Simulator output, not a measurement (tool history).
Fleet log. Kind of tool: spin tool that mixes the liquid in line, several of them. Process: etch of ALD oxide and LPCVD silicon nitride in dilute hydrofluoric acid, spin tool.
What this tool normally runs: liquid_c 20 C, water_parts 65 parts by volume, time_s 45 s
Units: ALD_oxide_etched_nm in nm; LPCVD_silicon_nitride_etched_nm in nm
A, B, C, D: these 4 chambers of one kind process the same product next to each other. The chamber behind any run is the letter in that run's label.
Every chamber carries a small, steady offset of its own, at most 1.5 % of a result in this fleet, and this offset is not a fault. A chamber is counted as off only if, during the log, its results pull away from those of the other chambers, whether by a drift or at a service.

run,day,liquid_c,water_parts,time_s,hours since the thermometer was replaced,hours since the hydrofluoric acid flow meter was replaced,"read-back film thickness of the ALD oxide reference wafer, read on the same gauge (nm)","read-back film thickness of the LPCVD silicon nitride reference wafer, read on the same gauge (nm)",ALD_oxide_etched_nm,LPCVD_silicon_nitride_etched_nm
1C,0.112,20,65,45,1603.9,829.7,130.00,150.01,14.9440,0.22675
2A,0.292,20,65,45,37.1,774.0,130.00,150.01,14.9880,0.23629
3D,0.396,20,65,45,1154.0,655.0,129.99,150.00,14.8350,0.31851
4B,0.496,20,65,45,848.7,550.9,130.01,149.99,14.9050,0.29228
5C,0.654,20,65,45,1616.9,842.7,130.00,149.98,15.0180,0.26266
6D,0.833,20,65,25,1164.5,665.5,129.99,149.99,8.2873,0.15146
7A,0.971,20,65,25,53.4,790.3,130.00,150.01,8.3392,0.13075
8B,1.100,20,65,25,863.2,565.4,130.02,149.98,8.3153,0.21025
9C,1.196,20,65,25,1629.9,855.7,130.00,150.00,8.2199,0.17289
10B,1.296,20,65,45,867.9,570.1,130.02,150.00,14.9460,0.33925
11D,1.467,17,80,45,1179.7,680.7,129.99,150.01,10.4030,0.18122
12A,1.642,17,80,45,69.5,806.4,129.98,150.01,10.5380,0.17927
13C,1.767,17,80,45,1643.6,869.4,129.98,150.01,10.5910,0.20945
14D,1.912,17,80,45,1190.4,691.4,129.98,150.01,10.7050,0.15015
15A,2.038,20,65,30,79.0,815.9,129.99,149.98,9.9023,0.19401
16B,2.217,20,65,30,890.0,592.2,130.01,150.00,9.8646,0.16401
17B,2.358,20,65,30,893.4,595.6,130.01,150.01,9.9170,0.20921
# day 2.471: chamber B: hydrofluoric acid flow meter replaced
18D,2.538,20,65,30,1205.4,706.4,130.00,150.02,9.9317,0.16883
19A,2.650,20,55,45,93.7,830.6,130.00,150.02,17.6520,0.30603
20C,2.833,20,55,45,1669.2,895.0,130.00,149.99,17.7870,0.29144
21D,2.954,20,55,45,1215.4,716.4,130.01,150.00,17.8480,0.37503
22B,3.117,20,55,45,911.6,15.6,130.01,149.99,17.7430,0.29260
# day 3.204: chamber C: hydrofluoric acid flow meter replaced
23C,3.225,20,45,45,1678.6,0.5,130.01,149.99,22.0430,0.47454
24A,3.400,20,45,45,111.7,848.6,130.04,150.00,22.2630,0.40726
25D,3.546,20,45,45,1229.6,730.6,129.99,150.02,21.9090,0.39347
26B,3.700,20,45,45,925.6,29.6,130.01,149.99,21.9780,0.37669
27A,3.817,20,80,65,121.7,858.6,129.99,150.02,17.1700,0.31262

Next, every chamber runs the same settings. What will each give?
28A,3.958,20,65,45,,,,,?,?
28B,3.958,20,65,45,,,,,?,?
28C,3.958,20,65,45,,,,,?,?
28D,3.958,20,65,45,,,,,?,?

run,ALD_oxide_etched_nm,LPCVD_silicon_nitride_etched_nm
28A,15.0160,0.19446
28B,15.0090,0.20389
28C,14.7120,0.26601
28D,14.9470,0.22712

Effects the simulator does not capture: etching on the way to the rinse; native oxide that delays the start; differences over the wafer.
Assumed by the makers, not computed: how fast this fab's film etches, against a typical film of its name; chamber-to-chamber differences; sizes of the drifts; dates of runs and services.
